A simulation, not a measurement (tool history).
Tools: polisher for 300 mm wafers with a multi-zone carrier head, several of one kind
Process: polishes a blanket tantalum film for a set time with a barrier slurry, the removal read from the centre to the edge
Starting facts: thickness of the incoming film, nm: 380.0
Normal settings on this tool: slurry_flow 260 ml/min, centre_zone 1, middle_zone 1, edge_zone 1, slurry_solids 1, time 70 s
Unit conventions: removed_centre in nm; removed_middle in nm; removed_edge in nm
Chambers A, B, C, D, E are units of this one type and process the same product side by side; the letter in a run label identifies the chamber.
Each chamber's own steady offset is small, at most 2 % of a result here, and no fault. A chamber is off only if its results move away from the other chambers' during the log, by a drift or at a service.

run    day  slurry_flow  centre_zone  middle_zone  edge_zone  slurry_solids  time  wafers polished on this pad  hours since the slurry nozzle was cleaned  hours since the centre zone pressure was calibrated  hours since the edge zone pressure was calibrated  removed_centre  removed_middle  removed_edge
     0.096  -- chamber D: worn pad replaced by a new one
 1C  0.183          260            1            1          1              1    70                          115                                      138.9                                                270.2                                              739.6          153.18          153.35        151.27
 2E  0.304          260            1            1          1              1    70                          427                                      329.1                                                455.3                                              290.6           151.6          152.47        152.59
     0.329  -- chamber C: edge zone pressure recalibrated
     0.371  -- chamber D: slurry nozzle cleaned
 3D  0.458          260            1            1          1              1    70                           85                                        2.1                                                283.4                                              275.6           153.7          152.95        155.11
 4A  0.667          260            1            1          1              1    70                          399                                         56                                                632.7                                              971.2          152.13          155.01        148.95
 5B  0.862          260            1            1          1              1    70                          304                                      565.3                                                298.1                                              267.7          150.88          152.79        154.26
 6C  1.008          260            1            1          1              1    70                          309                                      158.7                                                  290                                               16.4          151.38          151.82        149.02
 7D  1.154          175            1         1.04          1              1    70                          248                                       18.8                                                300.1                                              292.3          143.98          149.61        146.76
 8B  1.358          175            1         1.04          1              1    70                          420                                      577.2                                                  310                                              279.6           144.7          148.01        148.26
 9A  1.529          175            1         1.04          1              1    70                          601                                       76.7                                                653.4                                              991.9          143.53          149.64        144.59
10E  1.646          175            1         1.04          1              1    70                          741                                      361.3                                                487.5                                              322.8          139.93          150.86        144.79
11A  1.817          175            1         1.04          1              1    70                          669                                       83.6                                                660.3                                              998.8           144.8          148.34        145.78
     1.954  -- chamber A: worn pad replaced by a new one
12E  1.958          260            1            1          1              1    70                          815                                      368.8                                                  495                                              330.3          155.12          154.25        152.05
     1.962  -- chamber B: worn pad replaced by a new one
13B   2.15          260            1            1          1              1    70                           44                                      596.2                                                  329                                              298.6          152.63          152.82           154
14D  2.258          260            1            1          1              1    70                          507                                       45.3                                                326.6                                              318.8          153.92          153.72        153.98
15C  2.396          260            1            1          1              1    70                          634                                        192                                                323.3                                               49.7          152.62          153.03        151.42
16D  2.575          260            1            1          1              1    70                          581                                       52.9                                                334.2                                              326.4          153.25          151.95        155.93
17B    2.7          260            1            1          1              1    70                          173                                      609.4                                                342.2                                              311.8          153.06          154.58        153.95
18E  2.883          260            1            1          1              1    70                         1032                                        391                                                517.2                                              352.5          150.29          151.88        150.75
19C  3.062          260            1            1          1              1    70                          790                                        208                                                339.3                                               65.7          153.14           152.8        152.16
20A  3.171          260            1            1          1              1    70                          285                                      116.1                                                692.8                                             1031.3          150.84          154.55        150.33
21E  3.329          260            1            1          1              1    70                         1136                                      401.7                                                527.9                                              363.2           147.6          153.59         151.8
22C  3.542          260            1            1          1              1    70                          903                                      219.5                                                350.8                                               77.2          152.43          151.92        154.03
23A  3.671          260            1            1          1              1    70                          403                                      128.1                                                704.8                                             1043.3          150.84          152.23        151.01
24B  3.812          260            1            1          1              1    70                          433                                      636.1                                                368.9                                              338.5          152.53          154.53        154.21
25D      4          260            1            1          1              1    70                          915                                       87.1                                                368.4                                              360.6          154.64          153.63        153.16
     4.046  -- chamber C: worn pad replaced by a new one
     4.104  -- chamber B: worn pad replaced by a new one
26A  4.192          260            1            1          1              1    70                          525                                      140.6                                                717.3                                             1055.8          152.24          151.46        149.28
     4.288  -- chamber E: worn pad replaced by a new one
27C  4.321          260            1            1          1              1    70                           65                                      238.2                                                369.5                                               95.9          151.18          151.75        151.32
28D  4.454          260            1            1          1              1    70                         1022                                         98                                                379.3                                              371.5          153.48          151.15        155.09
29E  4.671          260            1            1          1              1    70                           90                                      433.9                                                560.1                                              395.4          152.52          152.83        153.11
     4.792  -- chamber D: worn pad replaced by a new one
30B  4.846          225            1            1          1              1    56                          174                                      660.9                                                393.7                                              363.3          118.54          119.32        119.69
     4.892  -- chamber A: worn pad replaced by a new one
31A  4.954          225            1            1          1              1    56                           15                                      158.9                                                735.6                                             1074.1          118.14           119.6        117.93
32C  5.154          225            1            1          1              1    56                          260                                      258.2                                                389.5                                              115.9          117.51          120.97        120.13
33B  5.267          225            1            1          1              1    56                          272                                        671                                                403.8                                              373.4          119.21          120.27        121.33
34D  5.412          225            1            1          1              1    56                          145                                        121                                                402.3                                              394.5          121.92          119.39        121.43
35E  5.608          260            1            1          1              1    70                          310                                      456.4                                                582.6                                              417.9          153.54          153.41        152.45
36A  5.767          260            1            1          1              1    70                          205                                      178.4                                                755.1                                             1093.6          152.28          153.72        151.04
37C  5.862          260            1            1          1              1    70                          426                                      275.2                                                406.5                                              132.9          155.63          153.27        153.58

One chamber off, gauge drift, or nothing amiss beyond the chambers' own small offsets? If it is a chamber, which one, and what is the likeliest cause?

Beyond each chamber's small constant offset nothing stands out, and the gauge stays steady.
